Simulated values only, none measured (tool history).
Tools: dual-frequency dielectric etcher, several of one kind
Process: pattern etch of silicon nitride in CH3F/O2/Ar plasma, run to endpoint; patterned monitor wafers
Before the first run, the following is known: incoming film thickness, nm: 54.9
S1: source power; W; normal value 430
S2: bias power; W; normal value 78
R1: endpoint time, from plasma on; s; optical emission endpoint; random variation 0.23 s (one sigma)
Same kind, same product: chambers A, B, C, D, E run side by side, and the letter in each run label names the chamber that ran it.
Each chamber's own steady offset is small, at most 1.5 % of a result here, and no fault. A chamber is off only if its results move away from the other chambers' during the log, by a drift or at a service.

run,hour,S1,S2,R1
1C,5.8,430,78,75.477
2B,14.1,430,78,75.043
3E,18.8,430,78,76.045
4D,25.9,430,78,75.288
5A,31.1,430,78,74.37
# hour 35.7: chamber A: wet clean of the chamber
6B,37,430,78,75.353
7C,45.9,430,78,75.278
8A,51.1,430,78,74.993
9E,61.1,430,78,76.384
10D,68.6,430,78,75.479
11E,73.1,430,78,76.101
# hour 79.8: chamber C: bias power generator calibrated
12A,83.1,350,70,84.399
13B,88.7,350,70,84.276
14C,97.8,350,70,84.833
15D,102.3,350,70,85.079
16C,106.9,350,70,85.115
17E,114.7,430,78,76.018
18D,122.3,430,78,75.23
19B,130.2,430,78,74.906
20A,135.4,430,78,74.95
21E,142.4,390,92,74.309
22B,147,390,92,73.695
23D,151.5,390,92,73.802
24A,161.1,390,92,73.11
25C,168.5,390,92,72.621
26A,177.3,430,78,74.752
27E,187,430,78,76.204
28D,192.5,430,78,75.43
29C,200.1,430,78,73.629
30B,205.2,430,78,75.273
31E,213.9,430,78,76.073
32D,222.4,480,85,70.299
33B,227.8,480,85,70.162
34A,232.5,480,85,69.705
35C,237.6,480,85,68.694
36D,246.6,480,85,70.232
37C,254,430,78,74.022
38B,263.3,430,78,75.634
39E,271.8,480,92,68.685
40A,278.8,480,92,68.04
41A,284.2,480,92,67.786

The same settings go to every chamber for the next run, one line per chamber below. Forecast the results for each:
42A,291.5,390,78,?
42B,291.5,390,78,?
42C,291.5,390,78,?
42D,291.5,390,78,?
42E,291.5,390,78,?

run,R1
42A,77.747
42B,77.607
42C,75.973
42D,78.118
42E,79.317
